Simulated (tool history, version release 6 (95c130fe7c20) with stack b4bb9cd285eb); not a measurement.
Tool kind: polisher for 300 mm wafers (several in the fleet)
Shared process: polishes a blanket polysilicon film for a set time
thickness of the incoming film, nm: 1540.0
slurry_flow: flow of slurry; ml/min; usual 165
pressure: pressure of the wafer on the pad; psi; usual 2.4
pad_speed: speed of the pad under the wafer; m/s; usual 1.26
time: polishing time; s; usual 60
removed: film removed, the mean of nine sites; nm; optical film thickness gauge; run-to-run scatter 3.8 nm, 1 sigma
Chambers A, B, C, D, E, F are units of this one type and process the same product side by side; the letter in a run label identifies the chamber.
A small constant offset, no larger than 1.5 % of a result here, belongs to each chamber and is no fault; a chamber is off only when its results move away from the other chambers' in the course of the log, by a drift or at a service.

run	hour	slurry_flow	pressure	pad_speed	time	wafers polished on this pad	hours since the slurry nozzle was cleaned	hours since the head pressure was calibrated	removed
# hour 9.4: chamber C: worn pad replaced by a new one
1B	12.5	165	2.4	1.26	60	165	838.1	695.4	436.23
# hour 17.8: chamber F: head pressure recalibrated
2D	19.9	165	2.4	1.26	60	620	575.2	1015.1	440.87
# hour 23: chamber B: slurry nozzle cleaned
# hour 24.8: chamber C: slurry nozzle cleaned
# hour 28.4: chamber F: worn pad replaced by a new one
3A	28.8	165	2.4	1.26	60	713	348.7	154.2	435.99
# hour 29.7: chamber E: worn pad replaced by a new one
4F	35.7	165	2.4	1.26	60	97	230.2	18	430.56
5C	47.8	165	2.9	1.56	60	506	23.1	206.9	657.01
# hour 55.3: chamber D: worn pad replaced by a new one
6E	57.5	165	2.9	1.56	60	367	155.2	359.4	642.3
7F	69.1	165	2.9	1.56	60	537	263.6	51.4	654.76
8C	77.3	165	2.9	1.56	60	895	52.6	236.4	647.81
# hour 85.4: chamber B: worn pad replaced by a new one
# hour 86.2: chamber C: worn pad replaced by a new one
9B	87	165	2.9	1.56	60	22	64	769.9	646.6
10A	96	165	2.9	1.56	60	1599	415.9	221.4	644.17
# hour 104: chamber A: slurry nozzle cleaned
11E	106.8	165	2.4	1.26	60	1016	204.5	408.7	430.78
12D	115	165	2.4	1.26	60	787	670.3	1110.2	436.42
# hour 118.3: chamber E: worn pad replaced by a new one
# hour 120: chamber E: head pressure recalibrated
13A	123.1	165	2.4	1.26	60	1956	19.1	248.5	434.94
# hour 130.3: chamber D: worn pad replaced by a new one
# hour 132.7: chamber F: worn pad replaced by a new one
14C	135	165	2.4	1.26	60	644	110.3	294.1	435.5
15B	144.9	165	2.4	1.26	60	785	121.9	827.8	434.92
16D	155.3	165	2.4	1.26	60	330	710.6	1150.5	442.4
17F	164.6	165	2.4	1.26	60	421	359.1	146.9	431.37
# hour 168: chamber B: worn pad replaced by a new one
18E	175.6	165	2.4	1.26	60	755	273.3	55.7	434.26
# hour 179.8: chamber C: worn pad replaced by a new one
# hour 181.3: chamber D: head pressure recalibrated
19F	188.4	165	2.4	1.26	60	734	382.9	170.7	430.94
20C	200.5	165	2.4	1.26	60	272	175.8	359.6	430.9
# hour 201.6: chamber E: worn pad replaced by a new one
21A	206.7	165	2.4	1.26	60	3058	102.7	332.1	440.61
# hour 214.5: chamber D: worn pad replaced by a new one
# hour 215.5: chamber D: slurry nozzle cleaned
22E	217.7	165	1.7	1.26	60	212	315.4	97.8	301.83
# hour 222: chamber F: worn pad replaced by a new one
23D	229.5	165	1.7	1.26	60	197	14	48.3	319
24B	243.3	165	1.7	1.26	60	993	220.3	926.2	309.52
25D	252	165	1.7	1.26	60	494	36.5	70.8	312.73
# hour 256.1: chamber B: worn pad replaced by a new one
26F	259.4	165	1.7	1.26	60	493	453.9	241.7	300.59
# hour 263.1: chamber C: worn pad replaced by a new one
27B	272.4	165	1.7	1.26	60	214	249.4	955.3	308.03
# hour 274.5: chamber E: worn pad replaced by a new one
28E	284.6	165	2.4	1.26	60	133	382.3	164.7	426.18
# hour 288: chamber D: worn pad replaced by a new one
29C	294	165	2.4	1.26	60	408	269.3	453.1	434.95
# hour 299: chamber F: slurry nozzle cleaned
30A	306.7	165	2.4	1.26	60	4376	202.7	432.1	407.59
31B	319.5	165	2.4	1.56	50	835	296.5	1002.4	454.06
# hour 324.2: chamber F: worn pad replaced by a new one
32C	331.1	165	2.4	1.56	50	896	306.4	490.2	445.33
33D	338.9	165	2.4	1.56	50	670	123.4	157.7	462.6
34A	346.6	165	2.4	1.56	50	4901	242.6	472	423.01
# hour 350: chamber E: slurry nozzle cleaned
# hour 350.4: chamber C: worn pad replaced by a new one
# hour 351.3: chamber E: worn pad replaced by a new one
35F	353.4	165	2.4	1.56	50	385	54.4	335.7	451.28
# hour 359: chamber F: head pressure recalibrated
36E	363.7	165	2.4	1.56	50	163	13.8	243.8	441.7
37D	373.9	165	2.4	1.26	60	1131	158.4	192.7	440.31
38C	385.3	165	2.4	1.26	60	460	360.6	544.4	434.73
39F	397.4	165	2.4	1.26	60	965	98.4	38.5	429.3
40E	406.2	165	2.4	1.26	60	723	56.3	286.3	428.09
41A	418	165	2.4	1.26	60	5842	314	543.4	385.61

One chamber off, gauge drift, or nothing amiss beyond the chambers' own small offsets? If it is a chamber, which one, and what is the likeliest cause?

One chamber, A, drifts off from the rest bit by bit.
Most likely cause: removal rate lost through wear of the pad, % = 11.2.
The log might look much the same if the cause were instead: slurry flow missing at the pad, %; head's pressure below its setpoint, %.

Which of the 4 candidates below, each the usual settings with something changed and its results left as question marks, puts chamber A back in line with what the other chambers give on the usual settings?
In line here means within this much of the mean the other chambers give on the usual settings: removed 13 nm
42A-1	428.3	165	2.5	1.3	62				?
42A-2	428.3	165	2.6	1.34	64				?
42A-3	428.3	165	2.3	1.22	58				?
42A-4	428.3	165	2.2	1.26	54				?

The mean the other chambers reach with the usual settings: removed 434.09 nm
run	removed
42A-1	433.97
42A-2	480.38
42A-3	350.26
42A-4	322.05
The right change is 42A-1: it brings the chamber back within the allowed miss of the others.

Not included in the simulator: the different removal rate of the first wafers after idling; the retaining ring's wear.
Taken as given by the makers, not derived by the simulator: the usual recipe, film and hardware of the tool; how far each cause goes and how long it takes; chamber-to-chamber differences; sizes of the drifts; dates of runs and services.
